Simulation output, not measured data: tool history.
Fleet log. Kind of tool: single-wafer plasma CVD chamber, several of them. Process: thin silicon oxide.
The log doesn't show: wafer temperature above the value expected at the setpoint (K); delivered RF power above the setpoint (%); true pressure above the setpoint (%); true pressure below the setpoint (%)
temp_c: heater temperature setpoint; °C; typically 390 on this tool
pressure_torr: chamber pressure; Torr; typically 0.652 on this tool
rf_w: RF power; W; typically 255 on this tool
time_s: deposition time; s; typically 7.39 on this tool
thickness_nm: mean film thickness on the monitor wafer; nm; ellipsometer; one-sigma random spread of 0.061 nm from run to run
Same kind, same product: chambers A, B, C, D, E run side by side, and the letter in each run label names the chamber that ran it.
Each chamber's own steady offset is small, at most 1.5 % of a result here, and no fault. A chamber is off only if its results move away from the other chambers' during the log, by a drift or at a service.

run	hour	temp_c	pressure_torr	rf_w	time_s	hours since the last thermocouple change	hours since the last RF generator calibration	hours since the last manometer calibration	read-back reference wafer on the same gauge, thickness_nm	thickness_nm
1E	10.6	390	0.652	255	7.39	169.9	385.0	1429.5	11.486	10.1100
2B	18.8	390	0.652	255	7.39	2453.9	1780.0	2171.5	11.505	10.4610
3C	28.6	390	0.652	255	7.39	153.9	435.2	122.2	11.504	10.5160
4A	37.9	390	0.652	255	7.39	2480.8	1606.3	712.6	11.489	10.2160
5D	49.7	390	0.652	255	7.39	1438.1	154.2	1318.1	11.479	10.3100
6E	59.5	390	0.652	255	7.39	218.8	433.9	1478.4	11.510	10.2040
7A	69.1	390	0.652	255	7.39	2512.0	1637.5	743.8	11.489	10.3200
8C	76.3	390	0.652	255	7.39	201.6	482.9	169.9	11.510	10.4550
9D	87.2	390	0.652	255	7.39	1475.6	191.7	1355.6	11.504	10.3220
10B	97.2	390	0.652	235	7.39	2532.3	1858.4	2249.9	11.513	10.1040
11C	106.8	390	0.652	235	7.39	232.1	513.4	200.4	11.513	10.0230
12B	117.8	390	0.652	235	7.39	2552.9	1879.0	2270.5	11.501	10.1000
13E	130.3	390	0.652	235	7.39	289.6	504.7	1549.2	11.494	9.8225
14A	137.5	390	0.652	235	7.39	2580.4	1705.9	812.2	11.498	9.8649
15D	149.6	390	0.652	255	7.39	1538.0	254.1	1418.0	11.503	10.3560
# hour 161.6: chamber A: thermocouple changed; heater temperature recalibrated
16A	162.1	404	0.652	285	7.39	0.5	1730.5	836.8	11.509	10.7510
17B	172.9	404	0.652	285	7.39	2608.0	1934.1	2325.6	11.511	10.8950
18E	187.2	404	0.652	285	7.39	346.5	561.6	1606.1	11.504	10.5890
19D	201.4	404	0.652	285	7.39	1589.8	305.9	1469.8	11.501	10.7410
20C	211.8	404	0.652	285	7.39	337.1	618.4	305.4	11.517	10.8580
21B	219.0	390	0.652	255	7.39	2654.1	1980.2	2371.7	11.501	10.3770
22E	228.0	390	0.652	255	7.39	387.3	602.4	1646.9	11.498	10.2060
23D	240.1	390	0.652	255	7.39	1628.5	344.6	1508.5	11.491	10.3190
24A	251.7	390	0.652	255	6.87	90.1	1820.1	926.4	11.509	9.5926
25C	264.2	390	0.652	255	6.87	389.5	670.8	357.8	11.509	9.6485
# hour 265.6: chamber B: thermocouple changed; heater temperature recalibrated
# hour 272.2: chamber E: capacitance manometer re-zeroed and calibrated
26C	274.8	390	0.652	255	6.87	400.1	681.4	368.4	11.488	9.7149
27E	283.4	390	0.652	255	6.87	442.7	657.8	11.2	11.491	9.4661
28A	289.7	390	0.652	255	6.87	128.1	1858.1	964.4	11.506	9.5851
# hour 295.7: chamber B: capacitance manometer re-zeroed and calibrated
# hour 296.2: chamber D: capacitance manometer re-zeroed and calibrated
29D	297.6	390	0.652	255	7.39	1686.0	402.1	1.4	11.497	10.3400
30B	312.0	390	0.652	255	7.39	46.5	2073.2	16.3	11.488	10.9110
31B	326.4	390	0.652	255	7.39	60.9	2087.6	30.7	11.479	10.8260
32C	335.7	390	0.652	255	7.39	461.0	742.3	429.3	11.515	10.4220
# hour 344.6: chamber D: thermocouple changed; heater temperature recalibrated
33A	349.9	390	0.652	255	7.39	188.3	1918.3	1024.6	11.492	10.2160
# hour 357.8: chamber A: capacitance manometer re-zeroed and calibrated
34D	361.9	390	0.652	255	7.39	17.4	466.4	65.7	11.507	10.2130
35E	374.4	390	0.652	255	7.39	533.7	748.8	102.2	11.492	10.1250
36A	386.6	378	0.652	285	7.39	225.0	1955.0	28.8	11.524	10.8370
37D	400.0	378	0.652	285	7.39	55.5	504.5	103.8	11.494	10.8620
38E	409.0	378	0.652	285	7.39	568.3	783.4	136.8	11.517	10.8430
39B	417.6	378	0.652	285	7.39	152.1	2178.8	121.9	11.486	11.4320
40C	430.6	378	0.652	285	7.39	555.9	837.2	524.2	11.495	11.0170
41D	442.9	390	0.652	255	7.39	98.4	547.4	146.7	11.502	10.3390
42C	452.5	390	0.652	255	7.39	577.8	859.1	546.1	11.494	10.4440
43A	464.9	390	0.652	255	7.39	303.3	2033.3	107.1	11.503	10.2020
44E	478.1	390	0.652	255	7.39	637.4	852.5	205.9	11.503	10.2400

One chamber off, gauge drift, or nothing amiss beyond the chambers' own small offsets? If it is a chamber, which one, and what is the likeliest cause?

The work done on chamber B during a service left it standing apart from the others.
What lies behind it: true pressure above the setpoint (%) = 3.31.

Here are 4 candidates for chamber B's next run, each the usual settings with a change, their results left as question marks. Which one brings its results back in line with what the others give on the usual settings?
In line here means within this much of the mean the other chambers give on the usual settings: thickness_nm 0.2100 nm
45B-1	488.5	390	0.670	255	7.52					?
45B-2	488.5	390	0.647	255	7.35					?
45B-3	488.5	390	0.660	255	7.39					?
45B-4	488.5	390	0.652	255	7.02					?

The mean the other chambers reach with the usual settings: thickness_nm 10.2890 nm
run	thickness_nm
45B-1	11.3410
45B-2	10.6840
45B-3	10.9740
45B-4	10.2900
45B-4 puts the chamber back in line with the other chambers.

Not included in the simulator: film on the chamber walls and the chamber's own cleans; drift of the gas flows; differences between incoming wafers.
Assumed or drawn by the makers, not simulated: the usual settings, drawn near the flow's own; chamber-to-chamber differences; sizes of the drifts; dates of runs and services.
